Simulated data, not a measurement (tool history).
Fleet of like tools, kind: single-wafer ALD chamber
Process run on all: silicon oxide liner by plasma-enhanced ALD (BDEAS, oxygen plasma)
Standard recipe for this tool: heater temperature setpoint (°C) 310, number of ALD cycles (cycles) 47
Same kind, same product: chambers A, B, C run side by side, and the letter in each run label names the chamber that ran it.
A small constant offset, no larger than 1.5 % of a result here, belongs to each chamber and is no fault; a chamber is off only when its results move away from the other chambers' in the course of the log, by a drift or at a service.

| run | hour | heater temperature setpoint (°C) | number of ALD cycles (cycles) | read-back reference wafer on the same gauge, thickness_nm | mean film thickness on the monitor wafer (angstrom) |
|---|---|---|---|---|---|
| 1B | 12.7 | 310 | 47 | 4.4696 | 42.966 |
| 2C | 21.2 | 310 | 47 | 4.4685 | 42.596 |
| 3A | 28.3 | 310 | 47 | 4.4696 | 43.262 |
| 4B | 36.2 | 310 | 47 | 4.4689 | 42.934 |
| 5A | 45.4 | 310 | 47 | 4.4675 | 43.050 |
| 6C | 59.4 | 310 | 47 | 4.4648 | 42.662 |
| 7A | 71.9 | 310 | 47 | 4.4638 | 43.186 |
| 8C | 79.7 | 310 | 47 | 4.4651 | 42.613 |
|  | 85.9 | chamber B: thermocouple changed; heater temperature recalibrated |
| 9B | 86.5 | 310 | 47 | 4.4647 | 42.879 |
| 10C | 96.0 | 302 | 47 | 4.4645 | 43.232 |
| 11B | 103.3 | 302 | 47 | 4.4639 | 43.378 |
| 12A | 115.5 | 302 | 47 | 4.4622 | 43.617 |
| 13A | 123.6 | 310 | 47 | 4.4636 | 43.166 |
| 14B | 131.3 | 310 | 47 | 4.4615 | 42.938 |
| 15C | 141.3 | 310 | 47 | 4.4608 | 42.646 |
| 16A | 155.1 | 310 | 47 | 4.4604 | 43.100 |
| 17B | 166.6 | 310 | 47 | 4.4593 | 42.762 |
| 18C | 176.1 | 310 | 47 | 4.4592 | 42.673 |
| 19C | 185.8 | 310 | 47 | 4.4580 | 42.559 |
| 20B | 195.1 | 324 | 43 | 4.4582 | 38.267 |
| 21A | 204.8 | 324 | 43 | 4.4559 | 38.594 |
| 22B | 213.0 | 324 | 43 | 4.4572 | 38.484 |
| 23A | 223.2 | 310 | 47 | 4.4569 | 42.975 |
| 24C | 230.4 | 310 | 47 | 4.4548 | 42.484 |
| 25A | 238.2 | 310 | 47 | 4.4533 | 42.954 |
| 26C | 246.3 | 310 | 47 | 4.4538 | 42.551 |
| 27B | 259.9 | 310 | 47 | 4.4538 | 42.817 |
| 28A | 266.9 | 310 | 47 | 4.4521 | 43.009 |
| 29B | 275.3 | 310 | 47 | 4.4520 | 42.776 |
| 30C | 282.4 | 310 | 47 | 4.4515 | 42.543 |
| 31C | 295.8 | 310 | 44 | 4.4507 | 39.740 |
| 32A | 307.9 | 310 | 44 | 4.4507 | 40.235 |
| 33B | 317.8 | 310 | 44 | 4.4496 | 40.015 |
| 34B | 326.9 | 310 | 47 | 4.4478 | 42.643 |
| 35A | 338.3 | 310 | 47 | 4.4474 | 43.017 |
| 36C | 349.7 | 310 | 47 | 4.4478 | 42.427 |

Next, all 3 chambers run the settings below, one line each with question marks for the results. What does each chamber give?
| 37A | 359.8 | 310 | 42 |  | ? |
| 37B | 359.8 | 310 | 42 |  | ? |
| 37C | 359.8 | 310 | 42 |  | ? |

| run | mean film thickness on the monitor wafer (angstrom) |
|---|---|
| 37A | 38.370 |
| 37B | 38.110 |
| 37C | 37.909 |
